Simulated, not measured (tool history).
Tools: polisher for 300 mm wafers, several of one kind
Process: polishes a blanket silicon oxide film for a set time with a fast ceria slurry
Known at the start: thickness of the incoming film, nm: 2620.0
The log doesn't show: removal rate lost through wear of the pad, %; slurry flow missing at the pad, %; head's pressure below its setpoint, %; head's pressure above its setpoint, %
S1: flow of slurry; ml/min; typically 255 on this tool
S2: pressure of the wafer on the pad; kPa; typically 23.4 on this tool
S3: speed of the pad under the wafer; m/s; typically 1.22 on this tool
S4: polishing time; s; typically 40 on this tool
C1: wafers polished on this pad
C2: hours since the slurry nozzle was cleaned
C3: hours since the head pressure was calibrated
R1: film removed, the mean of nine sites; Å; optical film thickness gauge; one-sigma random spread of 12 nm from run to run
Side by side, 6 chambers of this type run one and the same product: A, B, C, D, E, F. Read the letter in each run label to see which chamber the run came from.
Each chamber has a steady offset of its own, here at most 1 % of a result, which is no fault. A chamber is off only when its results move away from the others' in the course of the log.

At hour 2.7: chamber D: head pressure recalibrated.
At hour 7.3: chamber D: slurry nozzle cleaned.
Run 1C, hour 8.0: usual settings; C1 456; C2 63.5; C3 89.4. Result: R1 8581.8 Å.
At hour 13.5: chamber F: worn pad replaced by a new one.
At hour 15.0: chamber E: worn pad replaced by a new one.
At hour 15.7: chamber D: worn pad replaced by a new one.
At hour 20.5: chamber A: worn pad replaced by a new one.
Run 2B, hour 20.6: usual settings; C1 794; C2 470.3; C3 212.3. Result: R1 8564.5 Å.
At hour 25.5: chamber B: worn pad replaced by a new one.
Run 3D, hour 27.4: usual settings; C1 110; C2 20.2; C3 24.7. Result: R1 8597.8 Å.
Run 4A, hour 37.1: usual settings; C1 156; C2 138.4; C3 565.0. Result: R1 8585.3 Å.
Run 5E, hour 43.4: usual settings; C1 268; C2 326.6; C3 146.3. Result: R1 8455.7 Å.
Run 6F, hour 52.6: usual settings; C1 368; C2 566.2; C3 932.8. Result: R1 8739.1 Å.
At hour 56.1: chamber C: worn pad replaced by a new one.
Run 7E, hour 61.8: usual settings but S1 200 ml/min; C1 441; C2 345.0; C3 164.7. Result: R1 8179.1 Å.
Run 8F, hour 73.8: usual settings but S1 200 ml/min; C1 568; C2 587.4; C3 954.0. Result: R1 8501.5 Å.
At hour 75.6: chamber D: worn pad replaced by a new one.
Run 9A, hour 81.5: usual settings but S1 200 ml/min; C1 574; C2 182.8; C3 609.4. Result: R1 8122.9 Å.
Run 10B, hour 90.5: usual settings but S1 200 ml/min; C1 612; C2 540.2; C3 282.2. Result: R1 8292.6 Å.
Run 11C, hour 98.7: usual settings but S1 200 ml/min; C1 401; C2 154.2; C3 180.1. Result: R1 8352.1 Å.
At hour 104.5: chamber E: worn pad replaced by a new one.
Run 12D, hour 104.5: usual settings but S1 200 ml/min; C1 272; C2 97.3; C3 101.8. Result: R1 8319.5 Å.
Run 13F, hour 112.4: usual settings; C1 932; C2 626.0; C3 992.6. Result: R1 8531.0 Å.
At hour 113.7: chamber B: worn pad replaced by a new one.
Run 14B, hour 123.5: usual settings; C1 92; C2 573.2; C3 315.2. Result: R1 8575.7 Å.
At hour 125.7: chamber A: worn pad replaced by a new one.
At hour 134.9: chamber F: worn pad replaced by a new one.
At hour 136.4: chamber D: worn pad replaced by a new one.
Run 15E, hour 136.4: usual settings; C1 301; C2 419.6; C3 239.3. Result: R1 8667.2 Å.
Run 16C, hour 147.1: usual settings; C1 857; C2 202.6; C3 228.5. Result: R1 8422.2 Å.
At hour 149.3: chamber C: worn pad replaced by a new one.
At hour 152.6: chamber A: slurry nozzle cleaned.
At hour 157.7: chamber B: slurry nozzle cleaned.
Run 17D, hour 157.8: usual settings; C1 201; C2 150.6; C3 155.1. Result: R1 8629.4 Å.
Run 18A, hour 164.4: usual settings; C1 365; C2 11.9; C3 692.3. Result: R1 8556.3 Å.
Run 19F, hour 175.2: usual settings; C1 379; C2 688.8; C3 1055.4. Result: R1 8730.9 Å.
Run 20E, hour 183.4: usual settings; C1 743; C2 466.6; C3 286.3. Result: R1 8492.9 Å.
Run 21B, hour 189.9: usual settings; C1 717; C2 32.3; C3 381.6. Result: R1 8748.8 Å.
At hour 195.1: chamber B: worn pad replaced by a new one.
Run 22D, hour 200.2: usual settings; C1 600; C2 193.0; C3 197.5. Result: R1 8621.1 Å.
At hour 200.4: chamber D: worn pad replaced by a new one.
Run 23A, hour 212.4: usual settings; C1 817; C2 59.9; C3 740.3. Result: R1 8632.2 Å.
Run 24C, hour 222.8: usual settings; C1 692; C2 278.3; C3 304.2. Result: R1 8419.6 Å.
At hour 224.0: chamber E: worn pad replaced by a new one.
Run 25C, hour 233.8: usual settings; C1 796; C2 289.3; C3 315.2. Result: R1 8575.0 Å.
At hour 235.6: chamber C: slurry nozzle cleaned.
Run 26F, hour 239.5: usual settings; C1 985; C2 753.1; C3 1119.7. Result: R1 8453.4 Å.
At hour 246.5: chamber F: head pressure recalibrated.
At hour 246.9: chamber F: worn pad replaced by a new one.
At hour 247.9: chamber A: worn pad replaced by a new one.
Run 27E, hour 249.8: usual settings but S3 1.56 m/s; C1 243; C2 533.0; C3 352.7. Result: R1 11308.0 Å.
Run 28B, hour 260.0: usual settings but S3 1.56 m/s; C1 611; C2 102.4; C3 451.7. Result: R1 10803.0 Å.
At hour 260.5: chamber D: slurry nozzle cleaned.
At hour 262.6: chamber C: worn pad replaced by a new one.
Run 29D, hour 265.9: usual settings but S3 1.56 m/s; C1 617; C2 5.5; C3 263.2. Result: R1 11053.0 Å.
At hour 268.4: chamber D: worn pad replaced by a new one.
At hour 270.6: chamber B: worn pad replaced by a new one.
Run 30A, hour 278.3: usual settings but S3 1.56 m/s; C1 286; C2 125.8; C3 806.2. Result: R1 10825.0 Å.
Run 31E, hour 288.2: usual settings but S3 1.56 m/s; C1 604; C2 571.4; C3 391.1. Result: R1 10860.0 Å.
Run 32F, hour 300.1: usual settings but S3 1.56 m/s; C1 501; C2 813.7; C3 53.7. Result: R1 11235.0 Å.
Run 33A, hour 311.4: usual settings; C1 598; C2 158.9; C3 839.3. Result: R1 8675.1 Å.
Run 34D, hour 317.2: usual settings; C1 459; C2 56.8; C3 314.5. Result: R1 8501.6 Å.
Run 35B, hour 326.3: usual settings; C1 524; C2 168.7; C3 518.0. Result: R1 8657.8 Å.
Run 36C, hour 335.1: usual settings; C1 683; C2 99.5; C3 416.5. Result: R1 8550.8 Å.
At hour 342.8: chamber D: worn pad replaced by a new one.
Run 37D, hour 343.2: usual settings; C1 4; C2 82.8; C3 340.5. Result: R1 8789.4 Å.
Run 38A, hour 350.6: usual settings; C1 967; C2 198.1; C3 878.5. Result: R1 8697.6 Å.

Is one chamber off against the others, does the gauge drift, or is nothing wrong? If a chamber is off, say which, and what the likeliest cause is.

Nothing is wrong: each chamber keeps only its own small, steady offset and the gauge holds still.

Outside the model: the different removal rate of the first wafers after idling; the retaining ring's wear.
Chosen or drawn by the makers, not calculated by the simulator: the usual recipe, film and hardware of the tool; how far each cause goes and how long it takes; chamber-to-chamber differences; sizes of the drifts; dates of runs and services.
